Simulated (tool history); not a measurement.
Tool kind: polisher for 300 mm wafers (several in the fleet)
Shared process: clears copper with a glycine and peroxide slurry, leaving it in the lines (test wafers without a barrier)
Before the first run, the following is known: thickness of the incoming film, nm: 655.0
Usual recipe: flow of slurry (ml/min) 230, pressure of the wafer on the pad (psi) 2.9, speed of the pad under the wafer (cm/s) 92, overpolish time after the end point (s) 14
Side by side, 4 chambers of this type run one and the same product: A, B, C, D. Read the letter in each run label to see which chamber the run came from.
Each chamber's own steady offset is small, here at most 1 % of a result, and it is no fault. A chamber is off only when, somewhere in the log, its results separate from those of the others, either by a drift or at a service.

run	hour	flow of slurry (ml/min)	pressure of the wafer on the pad (psi)	speed of the pad under the wafer (cm/s)	overpolish time after the end point (s)	wafers polished on this pad	hours since the slurry nozzle was cleaned	hours since the head pressure was calibrated	time until the end point was called (s)	dishing of a wide line in a test structure (angstrom)
1C	4.5	230	2.9	92	14	215	5.6	745.3	109.2	528.9
2D	11.8	230	2.9	92	14	406	367.9	294.7	111.95	524.6
3A	18.6	230	2.9	92	14	612	209.7	679	111.19	515.75
4B	27	230	2.9	92	14	552	217.6	897.9	113.69	508.92
# hour 29.3: chamber D: worn pad replaced by a new one
5A	32.3	230	2.9	92	14	734	223.4	692.7	113.43	527.33
# hour 38.1: chamber B: slurry nozzle cleaned
6B	40.6	230	2.9	92	14	672	2.5	911.5	113.66	510.36
7D	46	230	2.9	92	14	148	402.1	328.9	110.81	520.4
# hour 52: chamber B: worn pad replaced by a new one
8C	52	230	2.9	92	14	637	53.1	792.8	113.13	518.28
9A	56.6	230	2.9	92	14	949	247.7	717	113.59	513.84
10B	61.2	230	2.9	92	14	82	23.1	932.1	111.8	516.04
11D	68.6	230	2.9	92	14	349	424.7	351.5	112.43	510.88
12C	76.1	230	2.9	92	14	851	77.2	816.9	111.3	495.25
13A	81.2	230	2.9	92	14	1168	272.3	741.6	113.98	514.91
14B	86.9	230	2.9	74	14	310	48.8	957.8	131.34	449.15
15C	93.2	230	2.9	74	14	1003	94.3	834	132.65	456
# hour 94.5: chamber A: worn pad replaced by a new one
16D	97	230	2.9	74	14	601	453.1	379.9	131.23	456.31
# hour 98.4: chamber D: head pressure recalibrated
# hour 105.2: chamber D: worn pad replaced by a new one
17A	105.2	230	2.9	74	14	95	296.3	765.6	133.04	444.89
18C	110.4	230	2.9	92	14	1155	111.5	851.2	113.86	506.42
19B	118	230	2.9	92	14	586	79.9	988.9	111.27	514.84
20D	125.4	230	2.9	92	14	180	481.5	27	113.34	513.88
21C	130.6	230	2.9	92	14	1335	131.7	871.4	114.77	497.52
22A	134.8	230	2	92	14	358	325.9	795.2	150.37	417.43
23D	138.6	230	2	92	14	297	494.7	40.2	151.95	400.1
24B	144.2	230	2	92	14	819	106.1	1015.1	151.4	405.59
25C	149.8	230	2	92	14	1505	150.9	890.6	153.84	391.77
# hour 151.3: chamber B: worn pad replaced by a new one
26B	156.4	230	2.1	92	19	45	118.3	1027.3	142.73	530.44
27A	164.9	230	2.1	92	19	626	356	825.3	144.74	532.7
28D	170.1	230	2.1	92	19	577	526.2	71.7	142.55	543.24
# hour 174.3: chamber D: worn pad replaced by a new one
29C	175	230	2.1	92	19	1729	176.1	915.8	145.8	508.88
30A	182.8	230	2.9	92	14	785	373.9	843.2	112.09	512.47
31D	188.6	230	2.9	92	14	127	544.7	90.2	110.4	525.06
# hour 191.2: chamber D: slurry nozzle cleaned
32B	194	230	2.9	92	14	379	155.9	1064.9	110.47	514.06
33C	200.5	230	2.9	92	14	1956	201.6	941.3	117.74	477.84
34D	209	230	3.3	92	11	308	17.8	110.6	102.01	469.89
35B	217.5	230	3.3	92	11	588	179.4	1088.4	99.975	453.22
36A	225.6	230	3.3	92	11	1165	416.7	886	101.24	475.38
37C	233.6	230	3.3	92	11	2250	234.7	974.4	105.94	438.16
38D	242.2	230	2.9	92	14	603	51	143.8	111.4	516.74

Predict what each chamber gives when all 4 of them run the settings below next.
39A	248.3	230	2.9	92	8				?	?
39B	248.3	230	2.9	92	8				?	?
39C	248.3	230	2.9	92	8				?	?
39D	248.3	230	2.9	92	8				?	?

run	time until the end point was called (s)	dishing of a wide line in a test structure (angstrom)
39A	112.31	324.5
39B	111.03	323.23
39C	118.53	308.56
39D	112.09	317.93
